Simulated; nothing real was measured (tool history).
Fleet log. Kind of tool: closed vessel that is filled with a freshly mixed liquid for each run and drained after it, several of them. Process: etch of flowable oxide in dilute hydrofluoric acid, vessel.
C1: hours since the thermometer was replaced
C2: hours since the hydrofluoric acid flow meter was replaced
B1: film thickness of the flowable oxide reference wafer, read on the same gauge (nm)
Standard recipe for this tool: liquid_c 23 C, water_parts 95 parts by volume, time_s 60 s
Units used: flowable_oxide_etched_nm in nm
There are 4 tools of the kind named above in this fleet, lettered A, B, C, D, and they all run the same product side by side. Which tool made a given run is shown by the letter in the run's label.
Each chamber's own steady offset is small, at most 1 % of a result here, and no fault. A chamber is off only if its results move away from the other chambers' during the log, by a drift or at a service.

run 1C hour=2.8 | liquid_c=23 water_parts=95 time_s=60 | C1=860.1 C2=1880.1 | B1=70.016 | flowable_oxide_etched_nm=41.873
run 2D hour=7 | liquid_c=23 water_parts=95 time_s=60 | C1=1109.7 C2=94 | B1=69.988 | flowable_oxide_etched_nm=42.242
run 3A hour=10.7 | liquid_c=23 water_parts=95 time_s=60 | C1=734.6 C2=598.5 | B1=69.978 | flowable_oxide_etched_nm=41.8
run 4B hour=13.4 | liquid_c=23 water_parts=95 time_s=60 | C1=1162.6 C2=112.3 | B1=70.019 | flowable_oxide_etched_nm=42.487
run 5D hour=16.2 | liquid_c=23 water_parts=95 time_s=60 | C1=1118.9 C2=103.2 | B1=69.994 | flowable_oxide_etched_nm=42.071
run 6B hour=20.3 | liquid_c=23 water_parts=95 time_s=60 | C1=1169.5 C2=119.2 | B1=70.012 | flowable_oxide_etched_nm=41.943
run 7A hour=23.5 | liquid_c=23 water_parts=95 time_s=60 | C1=747.4 C2=611.3 | B1=69.919 | flowable_oxide_etched_nm=41.878
run 8C hour=26 | liquid_c=23 water_parts=95 time_s=60 | C1=883.3 C2=1903.3 | B1=70.054 | flowable_oxide_etched_nm=41.326
run 9C hour=29 | liquid_c=23 water_parts=95 time_s=60 | C1=886.3 C2=1906.3 | B1=69.988 | flowable_oxide_etched_nm=41.135
run 10D hour=31.3 | liquid_c=23 water_parts=95 time_s=60 | C1=1134 C2=118.3 | B1=69.993 | flowable_oxide_etched_nm=41.979
run 11A hour=34.4 | liquid_c=23 water_parts=95 time_s=50 | C1=758.3 C2=622.2 | B1=70.013 | flowable_oxide_etched_nm=34.958
run 12B hour=38.8 | liquid_c=23 water_parts=95 time_s=50 | C1=1188 C2=137.7 | B1=69.968 | flowable_oxide_etched_nm=35.432
run 13D hour=41 | liquid_c=23 water_parts=95 time_s=50 | C1=1143.7 C2=128 | B1=69.999 | flowable_oxide_etched_nm=35.064
run 14C hour=43.7 | liquid_c=23 water_parts=95 time_s=50 | C1=901 C2=1921 | B1=69.989 | flowable_oxide_etched_nm=34.107
run 15A hour=46.7 | liquid_c=23 water_parts=95 time_s=60 | C1=770.6 C2=634.5 | B1=69.983 | flowable_oxide_etched_nm=42.112
run 16B hour=50.1 | liquid_c=23 water_parts=95 time_s=60 | C1=1199.3 C2=149 | B1=69.988 | flowable_oxide_etched_nm=42.581
run 17A hour=54.3 | liquid_c=23 water_parts=95 time_s=60 | C1=778.2 C2=642.1 | B1=69.992 | flowable_oxide_etched_nm=41.936
run 18C hour=58.3 | liquid_c=23 water_parts=95 time_s=60 | C1=915.6 C2=1935.6 | B1=69.997 | flowable_oxide_etched_nm=40.649
run 19D hour=60.4 | liquid_c=23 water_parts=95 time_s=60 | C1=1163.1 C2=147.4 | B1=70.026 | flowable_oxide_etched_nm=42.266
run 20B hour=64.3 | liquid_c=23 water_parts=135 time_s=60 | C1=1213.5 C2=163.2 | B1=70.003 | flowable_oxide_etched_nm=28.236
run 21B hour=67.8 | liquid_c=23 water_parts=135 time_s=60 | C1=1217 C2=166.7 | B1=69.958 | flowable_oxide_etched_nm=28.35
run 22A hour=71.9 | liquid_c=23 water_parts=135 time_s=60 | C1=795.8 C2=659.7 | B1=70.02 | flowable_oxide_etched_nm=28.288
run 23D hour=75.9 | liquid_c=23 water_parts=135 time_s=60 | C1=1178.6 C2=162.9 | B1=69.99 | flowable_oxide_etched_nm=28.356
run 24C hour=80.2 | liquid_c=23 water_parts=95 time_s=60 | C1=937.5 C2=1957.5 | B1=70.002 | flowable_oxide_etched_nm=39.932
run 25D hour=82.8 | liquid_c=23 water_parts=95 time_s=60 | C1=1185.5 C2=169.8 | B1=70.043 | flowable_oxide_etched_nm=42.175
run 26B hour=86.1 | liquid_c=27 water_parts=145 time_s=60 | C1=1235.3 C2=185 | B1=69.997 | flowable_oxide_etched_nm=30.29
run 27C hour=89.3 | liquid_c=27 water_parts=145 time_s=60 | C1=946.6 C2=1966.6 | B1=70.049 | flowable_oxide_etched_nm=28.945
run 28A hour=91.3 | liquid_c=27 water_parts=145 time_s=60 | C1=815.2 C2=679.1 | B1=70.002 | flowable_oxide_etched_nm=30.178
run 29A hour=94.6 | liquid_c=27 water_parts=145 time_s=60 | C1=818.5 C2=682.4 | B1=69.997 | flowable_oxide_etched_nm=30.56
run 30D hour=99 | liquid_c=23 water_parts=95 time_s=60 | C1=1201.7 C2=186 | B1=70.013 | flowable_oxide_etched_nm=41.691
run 31C hour=101.1 | liquid_c=23 water_parts=95 time_s=60 | C1=958.4 C2=1978.4 | B1=70.04 | flowable_oxide_etched_nm=39.64
run 32B hour=104 | liquid_c=23 water_parts=95 time_s=60 | C1=1253.2 C2=202.9 | B1=69.983 | flowable_oxide_etched_nm=42.187
run 33D hour=107.4 | liquid_c=23 water_parts=95 time_s=60 | C1=1210.1 C2=194.4 | B1=69.966 | flowable_oxide_etched_nm=41.856
run 34C hour=110.3 | liquid_c=23 water_parts=95 time_s=60 | C1=967.6 C2=1987.6 | B1=70.023 | flowable_oxide_etched_nm=39.682

Each of the 4 chambers runs these same settings next. Fill in every chamber's results:
run 35A hour=113.6 | liquid_c=23 water_parts=95 time_s=60 | flowable_oxide_etched_nm=?
run 35B hour=113.6 | liquid_c=23 water_parts=95 time_s=60 | flowable_oxide_etched_nm=?
run 35C hour=113.6 | liquid_c=23 water_parts=95 time_s=60 | flowable_oxide_etched_nm=?
run 35D hour=113.6 | liquid_c=23 water_parts=95 time_s=60 | flowable_oxide_etched_nm=?

run=35A flowable_oxide_etched_nm=41.624
run=35B flowable_oxide_etched_nm=42.352
run=35C flowable_oxide_etched_nm=39.705
run=35D flowable_oxide_etched_nm=41.967
